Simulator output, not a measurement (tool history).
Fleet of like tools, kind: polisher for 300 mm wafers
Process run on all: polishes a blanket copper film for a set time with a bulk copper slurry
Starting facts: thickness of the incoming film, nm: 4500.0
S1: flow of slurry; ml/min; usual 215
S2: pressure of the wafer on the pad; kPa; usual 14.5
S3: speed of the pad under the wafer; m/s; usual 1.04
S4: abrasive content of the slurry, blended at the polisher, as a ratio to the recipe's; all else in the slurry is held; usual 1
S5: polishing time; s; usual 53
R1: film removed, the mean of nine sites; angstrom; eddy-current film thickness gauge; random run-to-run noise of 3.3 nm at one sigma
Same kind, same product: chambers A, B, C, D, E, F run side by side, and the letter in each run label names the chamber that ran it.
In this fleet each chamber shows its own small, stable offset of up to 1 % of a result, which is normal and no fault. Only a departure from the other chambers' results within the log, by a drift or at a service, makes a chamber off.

{"run": "1B", "hour": 4.0, "S1": 215, "S2": 14.5, "S3": 1.04, "S4": 1, "S5": 53, "R1": 3987.8}
{"run": "2C", "hour": 10.0, "S1": 215, "S2": 14.5, "S3": 1.04, "S4": 1, "S5": 53, "R1": 3939.3}
{"run": "3E", "hour": 15.6, "S1": 215, "S2": 14.5, "S3": 1.04, "S4": 1, "S5": 53, "R1": 4021.2}
{"hour": 21.1, "done": "chamber D: worn pad replaced by a new one"}
{"run": "4F", "hour": 22.6, "S1": 215, "S2": 14.5, "S3": 1.04, "S4": 1, "S5": 53, "R1": 3950.3}
{"run": "5A", "hour": 27.6, "S1": 215, "S2": 14.5, "S3": 1.04, "S4": 1, "S5": 53, "R1": 3978}
{"hour": 33.6, "done": "chamber B: worn pad replaced by a new one"}
{"run": "6D", "hour": 33.9, "S1": 215, "S2": 14.5, "S3": 1.04, "S4": 1, "S5": 53, "R1": 4013.9}
{"run": "7E", "hour": 40.6, "S1": 215, "S2": 14.5, "S3": 1.04, "S4": 1, "S5": 53, "R1": 3988.1}
{"run": "8B", "hour": 47.1, "S1": 215, "S2": 14.5, "S3": 1.04, "S4": 1, "S5": 53, "R1": 4010.8}
{"hour": 48.3, "done": "chamber F: worn pad replaced by a new one"}
{"run": "9A", "hour": 52.7, "S1": 215, "S2": 14.5, "S3": 1.04, "S4": 1, "S5": 53, "R1": 4032.2}
{"hour": 56.4, "done": "chamber A: slurry blender recalibrated"}
{"run": "10C", "hour": 58.8, "S1": 215, "S2": 14.5, "S3": 1.04, "S4": 1, "S5": 53, "R1": 4010.1}
{"run": "11F", "hour": 65.2, "S1": 215, "S2": 14.5, "S3": 1.04, "S4": 1, "S5": 53, "R1": 3940.7}
{"hour": 67.7, "done": "chamber E: worn pad replaced by a new one"}
{"run": "12D", "hour": 72.7, "S1": 215, "S2": 14.5, "S3": 1.04, "S4": 1, "S5": 53, "R1": 3982.6}
{"run": "13F", "hour": 79.6, "S1": 215, "S2": 14.5, "S3": 1.04, "S4": 1, "S5": 53, "R1": 3973.6}
{"hour": 85.9, "done": "chamber E: slurry blender recalibrated"}
{"run": "14D", "hour": 86.9, "S1": 215, "S2": 14.5, "S3": 1.04, "S4": 1, "S5": 53, "R1": 3956.7}
{"hour": 87.1, "done": "chamber F: slurry blender recalibrated"}
{"hour": 88.0, "done": "chamber B: head pressure recalibrated"}
{"hour": 89.9, "done": "chamber A: worn pad replaced by a new one"}
{"run": "15E", "hour": 91.1, "S1": 215, "S2": 14.5, "S3": 1.04, "S4": 1, "S5": 53, "R1": 4048.8}
{"hour": 93.2, "done": "chamber D: slurry blender recalibrated"}
{"run": "16C", "hour": 96.1, "S1": 215, "S2": 14.5, "S3": 1.04, "S4": 1, "S5": 53, "R1": 4016.4}
{"hour": 97.7, "done": "chamber D: worn pad replaced by a new one"}
{"run": "17B", "hour": 101.4, "S1": 215, "S2": 14.5, "S3": 1.04, "S4": 1, "S5": 53, "R1": 3977.5}
{"hour": 105.2, "done": "chamber F: worn pad replaced by a new one"}
{"run": "18A", "hour": 105.7, "S1": 215, "S2": 14.5, "S3": 1.04, "S4": 1, "S5": 53, "R1": 3986.1}
{"run": "19E", "hour": 109.8, "S1": 215, "S2": 14.5, "S3": 1.04, "S4": 1, "S5": 53, "R1": 4073.4}
{"hour": 113.4, "done": "chamber C: worn pad replaced by a new one"}
{"run": "20A", "hour": 115.7, "S1": 215, "S2": 14.5, "S3": 1.04, "S4": 1, "S5": 53, "R1": 4081.2}
{"run": "21D", "hour": 120.2, "S1": 215, "S2": 14.5, "S3": 1.04, "S4": 1, "S5": 39, "R1": 2856.5}
{"hour": 124.0, "done": "chamber B: worn pad replaced by a new one"}
{"run": "22F", "hour": 128.4, "S1": 215, "S2": 14.5, "S3": 1.04, "S4": 1, "S5": 39, "R1": 2886.9}
{"run": "23B", "hour": 135.7, "S1": 215, "S2": 14.5, "S3": 1.04, "S4": 1, "S5": 39, "R1": 2903.1}
{"hour": 138.8, "done": "chamber E: head pressure recalibrated"}
{"run": "24C", "hour": 140.4, "S1": 215, "S2": 14.5, "S3": 1.04, "S4": 1, "S5": 39, "R1": 2950.2}
{"hour": 148.6, "done": "chamber B: slurry blender recalibrated"}
{"run": "25E", "hour": 148.7, "S1": 215, "S2": 14.5, "S3": 1.04, "S4": 1, "S5": 39, "R1": 2976.8}
{"run": "26C", "hour": 154.1, "S1": 215, "S2": 14.5, "S3": 1.04, "S4": 1, "S5": 39, "R1": 2984.1}
{"hour": 161.8, "done": "chamber F: worn pad replaced by a new one"}
{"run": "27A", "hour": 162.1, "S1": 215, "S2": 14.5, "S3": 1.04, "S4": 1, "S5": 53, "R1": 3981.2}
{"hour": 162.2, "done": "chamber C: slurry blender recalibrated"}
{"run": "28F", "hour": 169.0, "S1": 215, "S2": 14.5, "S3": 1.04, "S4": 1, "S5": 53, "R1": 3961.3}
{"hour": 173.3, "done": "chamber D: head pressure recalibrated"}
{"run": "29D", "hour": 174.0, "S1": 215, "S2": 14.5, "S3": 1.04, "S4": 1, "S5": 53, "R1": 3873.6}
{"hour": 179.5, "done": "chamber D: worn pad replaced by a new one"}
{"run": "30B", "hour": 179.8, "S1": 215, "S2": 11.7, "S3": 1.04, "S4": 1, "S5": 53, "R1": 3215.4}
{"hour": 183.8, "done": "chamber A: worn pad replaced by a new one"}
{"hour": 183.9, "done": "chamber E: worn pad replaced by a new one"}
{"run": "31A", "hour": 186.1, "S1": 215, "S2": 11.7, "S3": 1.04, "S4": 1, "S5": 53, "R1": 3235.2}
{"run": "32C", "hour": 192.2, "S1": 215, "S2": 11.7, "S3": 1.04, "S4": 1, "S5": 53, "R1": 3281.2}
{"run": "33D", "hour": 199.2, "S1": 215, "S2": 11.7, "S3": 1.04, "S4": 1, "S5": 53, "R1": 3161.3}
{"run": "34B", "hour": 206.2, "S1": 215, "S2": 11.7, "S3": 1.04, "S4": 1, "S5": 53, "R1": 3282.8}
{"run": "35F", "hour": 212.0, "S1": 215, "S2": 11.7, "S3": 1.04, "S4": 1, "S5": 53, "R1": 3184.3}
{"run": "36E", "hour": 216.0, "S1": 215, "S2": 14.5, "S3": 1.04, "S4": 1, "S5": 53, "R1": 4003.7}

Does one chamber stand apart from the rest, does the shared gauge drift, or is all well apart from small per-chamber offsets? Give the chamber and the most likely cause, where there is one.

It is chamber D that slowly wanders off from its peers.
Cause: slurry flow missing at the pad, % = 26.8.

Which of the 4 candidates below, each the usual settings with something changed and its results left as question marks, puts chamber D back in line with what the other chambers give on the usual settings?
Counts as in line when no further than this from what the other chambers average on the usual settings: R1 120 angstrom
{"run": "37D-1", "hour": 222.0, "S1": 215, "S2": 15.2, "S3": 1.06, "S4": 1, "S5": 55, "R1": "?"}
{"run": "37D-2", "hour": 222.0, "S1": 215, "S2": 14.5, "S3": 1.04, "S4": 1, "S5": 51, "R1": "?"}
{"run": "37D-3", "hour": 222.0, "S1": 170, "S2": 14.5, "S3": 1.04, "S4": 0.8, "S5": 53, "R1": "?"}
{"run": "37D-4", "hour": 222.0, "S1": 215, "S2": 14.5, "S3": 1.06, "S4": 1, "S5": 54, "R1": "?"}

Usual-settings mean across the other chambers: R1 4004.2 angstrom
run=37D-1 R1=4254.1
run=37D-2 R1=3694.5
run=37D-3 R1=3509
run=37D-4 R1=3987.7
Change 37D-4 lands the chamber within the allowed miss of the other chambers.

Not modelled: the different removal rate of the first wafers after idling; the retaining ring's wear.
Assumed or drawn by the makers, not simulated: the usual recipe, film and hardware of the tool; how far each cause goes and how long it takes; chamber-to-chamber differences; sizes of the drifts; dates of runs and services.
